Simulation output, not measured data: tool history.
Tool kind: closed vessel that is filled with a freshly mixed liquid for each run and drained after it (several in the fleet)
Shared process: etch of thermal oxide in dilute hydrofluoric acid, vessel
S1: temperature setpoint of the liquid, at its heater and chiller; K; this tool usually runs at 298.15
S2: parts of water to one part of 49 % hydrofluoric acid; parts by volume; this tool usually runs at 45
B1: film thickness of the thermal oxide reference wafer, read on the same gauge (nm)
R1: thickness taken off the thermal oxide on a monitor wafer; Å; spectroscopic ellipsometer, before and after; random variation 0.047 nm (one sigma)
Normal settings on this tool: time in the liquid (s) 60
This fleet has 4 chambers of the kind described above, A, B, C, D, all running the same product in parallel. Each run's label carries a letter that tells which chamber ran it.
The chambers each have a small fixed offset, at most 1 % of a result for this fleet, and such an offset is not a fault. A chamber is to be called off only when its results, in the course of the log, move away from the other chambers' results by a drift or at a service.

run 1D day=0.504 | S1=298.15 S2=45 time_in_the_liquid_(s)=60 | B1=70.007 | R1=71.163
run 2B day=0.817 | S1=298.15 S2=45 time_in_the_liquid_(s)=60 | B1=70.003 | R1=70.563
run 3C day=1.146 | S1=298.15 S2=45 time_in_the_liquid_(s)=60 | B1=69.984 | R1=70.637
run 4A day=1.4 | S1=298.15 S2=45 time_in_the_liquid_(s)=60 | B1=69.972 | R1=69.704
run 5D day=1.779 | S1=298.15 S2=45 time_in_the_liquid_(s)=60 | B1=70.032 | R1=70.447
run 6C day=2.025 | S1=298.15 S2=45 time_in_the_liquid_(s)=60 | B1=69.985 | R1=70.699
run 7B day=2.45 | S1=298.15 S2=45 time_in_the_liquid_(s)=35 | B1=69.999 | R1=40.821
run 8A day=2.721 | S1=298.15 S2=45 time_in_the_liquid_(s)=35 | B1=70.013 | R1=41.362
run 9D day=3.129 | S1=298.15 S2=45 time_in_the_liquid_(s)=35 | B1=69.978 | R1=41.779
run 10A day=3.583 | S1=298.15 S2=45 time_in_the_liquid_(s)=35 | B1=69.959 | R1=41.006
run 11B day=3.962 | S1=298.15 S2=45 time_in_the_liquid_(s)=60 | B1=70.028 | R1=70.752
run 12C day=4.483 | S1=298.15 S2=45 time_in_the_liquid_(s)=60 | B1=69.999 | R1=70.88
run 13B day=4.925 | S1=298.15 S2=45 time_in_the_liquid_(s)=60 | B1=69.979 | R1=71.696
run 14D day=5.162 | S1=298.15 S2=45 time_in_the_liquid_(s)=60 | B1=70.039 | R1=70.225
run 15A day=5.554 | S1=298.15 S2=45 time_in_the_liquid_(s)=60 | B1=70.061 | R1=69.638
run 16C day=5.979 | S1=298.15 S2=45 time_in_the_liquid_(s)=60 | B1=70.029 | R1=71.567
run 17C day=6.4 | S1=302.65 S2=45 time_in_the_liquid_(s)=90 | B1=70.038 | R1=126.99
run 18A day=6.646 | S1=302.65 S2=45 time_in_the_liquid_(s)=90 | B1=69.999 | R1=126.31
run 19B day=7.092 | S1=302.65 S2=45 time_in_the_liquid_(s)=90 | B1=69.979 | R1=129.84
run 20D day=7.379 | S1=302.65 S2=45 time_in_the_liquid_(s)=90 | B1=69.977 | R1=125.77
run 21B day=7.654 | S1=298.15 S2=45 time_in_the_liquid_(s)=60 | B1=70.016 | R1=72.819
run 22A day=7.892 | S1=298.15 S2=45 time_in_the_liquid_(s)=60 | B1=69.97 | R1=70.893
-- day=8.075 chamber A: hydrofluoric acid flow meter replaced
run 23D day=8.333 | S1=298.15 S2=55 time_in_the_liquid_(s)=90 | B1=69.968 | R1=85.717
run 24C day=8.779 | S1=298.15 S2=55 time_in_the_liquid_(s)=90 | B1=69.984 | R1=85.184
run 25C day=9.083 | S1=298.15 S2=55 time_in_the_liquid_(s)=90 | B1=70.015 | R1=85.198
run 26D day=9.333 | S1=298.15 S2=55 time_in_the_liquid_(s)=90 | B1=69.991 | R1=84.489
run 27B day=9.838 | S1=298.15 S2=45 time_in_the_liquid_(s)=60 | B1=70.051 | R1=74.624
run 28A day=10.067 | S1=298.15 S2=45 time_in_the_liquid_(s)=60 | B1=69.969 | R1=70.959
run 29A day=10.4 | S1=298.15 S2=45 time_in_the_liquid_(s)=60 | B1=70.006 | R1=70.809
run 30B day=10.929 | S1=298.15 S2=45 time_in_the_liquid_(s)=60 | B1=69.999 | R1=74.213
run 31D day=11.167 | S1=298.15 S2=45 time_in_the_liquid_(s)=60 | B1=70.032 | R1=71.18
run 32C day=11.458 | S1=301.15 S2=45 time_in_the_liquid_(s)=35 | B1=69.981 | R1=46.605
run 33C day=11.967 | S1=301.15 S2=45 time_in_the_liquid_(s)=35 | B1=70.023 | R1=46.698

Read the log: is a single chamber off, either drifting away or since a service, is the gauge that measures every chamber drifting, or is nothing wrong beyond small per-chamber offsets? Name any odd chamber and what most likely caused it.

One chamber, B, drifts off from the rest bit by bit.
What lies behind it: liquid hotter than its thermometer reads (K) = 1.77.
From this log alone, it may not be told apart from: hydrofluoric acid flow above the setpoint (%).

Below are 4 candidate recipes for chamber B's next run, each the usual settings with a change, their results shown as question marks. Which of them brings B's results back in line with what the other chambers give on the usual settings?
In line means no further than this from the other chambers' mean on the usual settings: R1 1.7 Å
run 34B-1 day=12.346 | S1=301.15 S2=45 time_in_the_liquid_(s)=60 | R1=?
run 34B-2 day=12.346 | S1=299.65 S2=45 time_in_the_liquid_(s)=60 | R1=?
run 34B-3 day=12.346 | S1=297.65 S2=50 time_in_the_liquid_(s)=60 | R1=?
run 34B-4 day=12.346 | S1=296.65 S2=45 time_in_the_liquid_(s)=60 | R1=?

Other chambers, usual settings, mean: R1 70.674 Å
run=34B-1 R1=85.15
run=34B-2 R1=80.192
run=34B-3 R1=66.193
run=34B-4 R1=70.973
The right change is 34B-4: it brings the chamber back within the allowed miss of the others.

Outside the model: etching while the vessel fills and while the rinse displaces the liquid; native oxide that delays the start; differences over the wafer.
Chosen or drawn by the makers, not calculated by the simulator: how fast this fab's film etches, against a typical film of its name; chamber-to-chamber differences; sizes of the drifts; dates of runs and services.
